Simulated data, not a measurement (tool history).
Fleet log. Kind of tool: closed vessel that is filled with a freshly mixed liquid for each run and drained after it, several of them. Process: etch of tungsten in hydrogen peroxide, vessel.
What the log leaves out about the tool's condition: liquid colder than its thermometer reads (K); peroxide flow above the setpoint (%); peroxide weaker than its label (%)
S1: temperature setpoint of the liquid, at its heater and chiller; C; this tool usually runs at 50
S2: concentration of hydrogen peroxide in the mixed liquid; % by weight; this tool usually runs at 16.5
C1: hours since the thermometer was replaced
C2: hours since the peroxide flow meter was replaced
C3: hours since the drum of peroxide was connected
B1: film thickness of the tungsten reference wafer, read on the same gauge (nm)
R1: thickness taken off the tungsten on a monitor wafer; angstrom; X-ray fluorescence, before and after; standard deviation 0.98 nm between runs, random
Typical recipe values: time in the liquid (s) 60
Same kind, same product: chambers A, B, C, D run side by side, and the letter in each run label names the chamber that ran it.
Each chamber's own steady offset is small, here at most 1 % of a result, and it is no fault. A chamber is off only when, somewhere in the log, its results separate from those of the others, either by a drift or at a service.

Run 1A, hour 14.2: usual settings; C1 201.5; C2 1109.0; C3 90.1; B1 29.995. Result: R1 1513.50 angstrom.
Run 2D, hour 22.2: usual settings; C1 488.2; C2 107.7; C3 539.8; B1 30.005. Result: R1 1518.90 angstrom.
Run 3C, hour 31.3: usual settings; C1 2217.9; C2 2230.5; C3 225.7; B1 29.999. Result: R1 1529.10 angstrom.
Run 4B, hour 46.0: usual settings; C1 1415.8; C2 1376.5; C3 315.0; B1 30.007. Result: R1 1512.60 angstrom.
Run 5A, hour 56.5: usual settings; C1 243.8; C2 1151.3; C3 132.4; B1 30.011. Result: R1 1522.90 angstrom.
Run 6D, hour 63.5: usual settings; C1 529.5; C2 149.0; C3 581.1; B1 29.998. Result: R1 1533.00 angstrom.
Run 7B, hour 74.7: usual settings; C1 1444.5; C2 1405.2; C3 343.7; B1 30.007. Result: R1 1536.60 angstrom.
Run 8C, hour 90.2: usual settings; C1 2276.8; C2 2289.4; C3 284.6; B1 29.984. Result: R1 1521.30 angstrom.
Run 9A, hour 104.5: usual settings but time in the liquid (s) 35; C1 291.8; C2 1199.3; C3 180.4; B1 30.018. Result: R1 894.08 angstrom.
Run 10D, hour 112.8: usual settings but time in the liquid (s) 35; C1 578.8; C2 198.3; C3 630.4; B1 30.012. Result: R1 879.19 angstrom.
At hour 121.7: chamber C: peroxide flow meter replaced.
Run 11B, hour 123.8: usual settings but time in the liquid (s) 35; C1 1493.6; C2 1454.3; C3 392.8; B1 30.034. Result: R1 888.21 angstrom.
Run 12C, hour 136.7: usual settings but time in the liquid (s) 35; C1 2323.3; C2 15.1; C3 331.1; B1 30.008. Result: R1 881.29 angstrom.
At hour 137.1: chamber B: thermometer replaced.
Run 13A, hour 146.0: usual settings; C1 333.3; C2 1240.8; C3 221.9; B1 30.000. Result: R1 1509.70 angstrom.
Run 14D, hour 155.2: usual settings; C1 621.2; C2 240.7; C3 672.8; B1 30.007. Result: R1 1517.00 angstrom.
Run 15B, hour 168.9: usual settings; C1 31.9; C2 1499.4; C3 437.9; B1 30.013. Result: R1 1522.70 angstrom.
Run 16C, hour 177.2: usual settings; C1 2363.8; C2 55.6; C3 371.6; B1 29.991. Result: R1 1518.40 angstrom.
Run 17B, hour 192.1: usual settings; C1 55.1; C2 1522.6; C3 461.1; B1 29.993. Result: R1 1526.00 angstrom.
Run 18A, hour 206.3: usual settings but time in the liquid (s) 45; C1 393.6; C2 1301.1; C3 282.2; B1 30.017. Result: R1 1110.20 angstrom.
Run 19D, hour 219.0: usual settings but time in the liquid (s) 45; C1 685.0; C2 304.5; C3 736.6; B1 30.004. Result: R1 1134.60 angstrom.
Run 20C, hour 234.9: usual settings but time in the liquid (s) 45; C1 2421.5; C2 113.3; C3 429.3; B1 30.006. Result: R1 1123.70 angstrom.
Run 21A, hour 249.5: usual settings but time in the liquid (s) 45; C1 436.8; C2 1344.3; C3 325.4; B1 30.007. Result: R1 1087.20 angstrom.
At hour 258.6: chamber C: thermometer replaced.
Run 22C, hour 262.1: usual settings; C1 3.5; C2 140.5; C3 456.5; B1 30.014. Result: R1 1532.20 angstrom.
Run 23B, hour 271.6: usual settings; C1 134.6; C2 1602.1; C3 540.6; B1 30.011. Result: R1 1537.40 angstrom.
Run 24D, hour 285.8: usual settings; C1 751.8; C2 371.3; C3 803.4; B1 30.014. Result: R1 1502.60 angstrom.
At hour 286.2: chamber A: peroxide flow meter replaced.
Run 25B, hour 301.5: usual settings; C1 164.5; C2 1632.0; C3 570.5; B1 30.028. Result: R1 1538.00 angstrom.
Run 26D, hour 313.2: usual settings; C1 779.2; C2 398.7; C3 830.8; B1 30.005. Result: R1 1515.80 angstrom.
Run 27C, hour 327.0: usual settings; C1 68.4; C2 205.4; C3 521.4; B1 30.001. Result: R1 1525.80 angstrom.
Run 28A, hour 334.8: usual settings; C1 522.1; C2 48.6; C3 410.7; B1 30.026. Result: R1 1449.50 angstrom.
At hour 344.3: chamber B: new drum of peroxide connected.
Run 29D, hour 349.3: usual settings; C1 815.3; C2 434.8; C3 866.9; B1 30.008. Result: R1 1523.00 angstrom.
Run 30A, hour 360.1: usual settings; C1 547.4; C2 73.9; C3 436.0; B1 30.020. Result: R1 1438.80 angstrom.
Run 31B, hour 367.6: usual settings; C1 230.6; C2 1698.1; C3 23.3; B1 29.974. Result: R1 1525.50 angstrom.
Run 32C, hour 379.0: usual settings; C1 120.4; C2 257.4; C3 573.4; B1 29.989. Result: R1 1528.40 angstrom.

Is one chamber off against the others, does the gauge drift, or is nothing wrong? If a chamber is off, say which, and what the likeliest cause is.

Chamber A drifts away from the others.
Likeliest cause: liquid colder than its thermometer reads (K) = 0.847.
With only this log, it may be confused with: peroxide weaker than its label (%).

Below are 4 candidate recipes for chamber A's next run, each the usual settings with a change, their results shown as question marks. Which of them brings A's results back in line with what the other chambers give on the usual settings?
Counts as in line when no further than this from what the other chambers average on the usual settings: R1 35.00 angstrom
Run 33A-1, hour 390.5: usual settings but S2 18.5 % by weight. Result: R1 ?.
Run 33A-2, hour 390.5: usual settings but S2 13.5 % by weight. Result: R1 ?.
Run 33A-3, hour 390.5: usual settings but S1 49 C. Result: R1 ?.
Run 33A-4, hour 390.5: usual settings but S2 17.0 % by weight, time in the liquid (s) 65. Result: R1 ?.

The other chambers' mean on the usual settings: R1 1521.50 angstrom
  run       R1
33A-1  1519.50
33A-2  1298.30
33A-3  1349.30
33A-4  1578.10
The answer is 33A-1, which returns the chamber to within the allowed miss of the others.
